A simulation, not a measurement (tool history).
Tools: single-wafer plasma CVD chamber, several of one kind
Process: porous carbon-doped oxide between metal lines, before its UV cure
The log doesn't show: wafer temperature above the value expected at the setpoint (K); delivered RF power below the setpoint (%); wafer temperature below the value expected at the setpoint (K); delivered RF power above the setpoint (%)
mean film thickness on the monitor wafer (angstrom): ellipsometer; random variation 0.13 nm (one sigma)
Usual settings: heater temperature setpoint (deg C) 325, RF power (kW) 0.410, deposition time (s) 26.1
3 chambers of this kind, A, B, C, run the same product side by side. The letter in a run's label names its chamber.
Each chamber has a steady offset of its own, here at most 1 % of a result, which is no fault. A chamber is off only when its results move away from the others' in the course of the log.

run    day  heater temperature setpoint (deg C)  RF power (kW)  deposition time (s)  hours since the last thermocouple change  hours since the last RF generator calibration  read-back reference wafer on the same gauge, thickness_nm  mean film thickness on the monitor wafer (angstrom)
 1A  0.358                                  325          0.410                 26.1                                     901.9                                          237.4                                                     121.95                                               1069.1
 2B  0.717                                  325          0.410                 26.1                                     587.9                                          718.9                                                     121.93                                               1068.5
 3C  0.908                                  325          0.410                 26.1                                    1425.9                                          723.9                                                     121.91                                               1074.1
 4A  1.142                                  325          0.410                 26.1                                     920.7                                          256.2                                                     121.87                                               1068.1
 5C  1.350                                  325          0.445                 30.2                                    1436.5                                          734.5                                                     121.86                                               1318.7
 6B  1.558                                  325          0.445                 30.2                                     608.1                                          739.1                                                     121.87                                               1311.5
 7B  1.808                                  325          0.445                 30.2                                     614.1                                          745.1                                                     121.84                                               1310.2
 8C  2.083                                  325          0.410                 26.1                                    1454.1                                          752.1                                                     121.83                                               1073.0
 9A  2.408                                  325          0.410                 26.1                                     951.1                                          286.6                                                     121.81                                               1064.7
10A  2.775                                  325          0.370                 31.1                                     959.9                                          295.4                                                     121.75                                               1160.6
11C  2.958                                  325          0.370                 31.1                                    1475.1                                          773.1                                                     121.77                                               1175.5
12B  3.271                                  325          0.370                 31.1                                     649.2                                          780.2                                                     121.72                                               1164.1
13A  3.542                                  325          0.410                 26.1                                     978.3                                          313.8                                                     121.69                                               1062.2
14C  3.804                                  325          0.410                 26.1                                    1495.4                                          793.4                                                     121.63                                               1074.8
15B  3.971                                  325          0.410                 26.1                                     666.0                                          797.0                                                     121.71                                               1067.9
16C  4.179                                  325          0.410                 26.1                                    1504.4                                          802.4                                                     121.63                                               1072.1
17A  4.483                                  325          0.410                 26.1                                    1000.9                                          336.4                                                     121.60                                               1067.7
18B  4.700                                  325          0.410                 26.1                                     683.5                                          814.5                                                     121.60                                               1063.6
19A  4.888                                  325          0.410                 26.1                                    1010.6                                          346.1                                                     121.59                                               1062.0
20B  5.062                                  335          0.455                 26.1                                     692.2                                          823.2                                                     121.57                                               1103.7
21C  5.225                                  335          0.455                 26.1                                    1529.5                                          827.5                                                     121.56                                               1107.3
22B  5.442                                  335          0.455                 26.1                                     701.3                                          832.3                                                     121.53                                               1100.7
23C  5.742                                  325          0.410                 26.1                                    1541.9                                          839.9                                                     121.52                                               1072.2
24A  5.942                                  325          0.480                 26.1                                    1035.9                                          371.4                                                     121.51                                               1198.6
25C  6.229                                  325          0.480                 26.1                                    1553.6                                          851.6                                                     121.44                                               1202.3
26A  6.442                                  325          0.480                 26.1                                    1047.9                                          383.4                                                     121.49                                               1199.8
27B  6.608                                  325          0.410                 26.1                                     729.3                                          860.3                                                     121.43                                               1060.4
28B  6.829                                  325          0.410                 26.1                                     734.6                                          865.6                                                     121.43                                               1063.1
29C  7.004                                  325          0.410                 26.1                                    1572.2                                          870.2                                                     121.43                                               1071.4

Next, every chamber runs the same settings. What will each give?
30A  7.271                                  314          0.410                 26.1                                                                                                                                                                                                        ?
30B  7.271                                  314          0.410                 26.1                                                                                                                                                                                                        ?
30C  7.271                                  314          0.410                 26.1                                                                                                                                                                                                        ?

run  mean film thickness on the monitor wafer (angstrom)
30A                                               1123.1
30B                                               1126.0
30C                                               1132.9
